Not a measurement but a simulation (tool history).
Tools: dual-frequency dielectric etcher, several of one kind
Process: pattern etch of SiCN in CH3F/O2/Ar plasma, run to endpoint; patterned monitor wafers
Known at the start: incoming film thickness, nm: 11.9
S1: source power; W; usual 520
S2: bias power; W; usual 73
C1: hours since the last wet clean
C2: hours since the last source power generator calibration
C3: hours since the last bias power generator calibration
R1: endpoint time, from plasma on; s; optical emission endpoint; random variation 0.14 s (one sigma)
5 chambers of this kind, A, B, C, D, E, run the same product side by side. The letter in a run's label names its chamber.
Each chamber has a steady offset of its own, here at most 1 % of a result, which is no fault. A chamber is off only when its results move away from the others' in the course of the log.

run   hour   S1  S2     C1      C2      C3      R1
 1A   14.0  520  73   90.8   726.8   165.0  28.533
      14.7  -- chamber B: wet clean of the chamber
 2B   27.8  520  73   13.1   635.3  1476.8  28.703
 3D   42.2  520  73  179.8   695.8  1139.3  28.965
 4C   55.2  520  73  255.7  1528.5  1297.7  28.625
 5E   69.2  520  73  245.3   477.4  2239.0  28.323
 6D   77.9  520  73  215.5   731.5  1175.0  28.449
 7E   91.3  520  73  267.4   499.5  2261.1  28.499
 8C  102.3  520  73  302.8  1575.6  1344.8  28.592
 9B  116.1  520  73  101.4   723.6  1565.1  29.111
10A  123.0  520  73  199.8   835.8   274.0  28.592
11A  137.0  630  73  213.8   849.8   288.0  26.527
12E  144.3  630  73  320.4   552.5  2314.1  26.381
     150.6  -- chamber E: bias power generator calibrated
13C  155.4  630  73  355.9  1628.7  1397.9  26.608
14B  165.1  630  73  150.4   772.6  1614.1  26.849
15D  173.6  630  73  311.2   827.2  1270.7  26.539
16B  180.9  590  85  166.2   788.4  1629.9  25.817
17A  193.2  590  85  270.0   906.0   344.2  25.776
18D  200.0  590  85  337.6   853.6  1297.1  26.021
19E  208.6  590  85  384.7   616.8    58.0  25.631
20C  217.9  590  85  418.4  1691.2  1460.4  25.709
21E  228.6  640  84  404.7   636.8    78.0  25.116
22B  243.1  640  84  228.4   850.6  1692.1  25.300
     243.6  -- chamber C: wet clean of the chamber
23D  257.2  640  84  394.8   910.8  1354.3  25.318
24C  271.8  640  84   28.2  1745.1  1514.3  25.098
25A  280.8  640  84  357.6   993.6   431.8  25.234
26E  292.0  520  73  468.1   700.2   141.4  28.352
27A  301.3  520  73  378.1  1014.1   452.3  28.692
28D  310.3  520  73  447.9   963.9  1407.4  28.915
29B  321.0  520  73  306.3   928.5  1770.0  28.939
30C  327.8  610  90   84.2  1801.1  1570.3  24.931
31A  342.5  610  90  419.3  1055.3   493.5  24.959
32B  357.2  610  90  342.5   964.7  1806.2  25.042

Is one chamber off against the others, does the gauge drift, or is nothing wrong? If a chamber is off, say which, and what the likeliest cause is.

No chamber stands off beyond its own small offset, and the gauge holds steady.
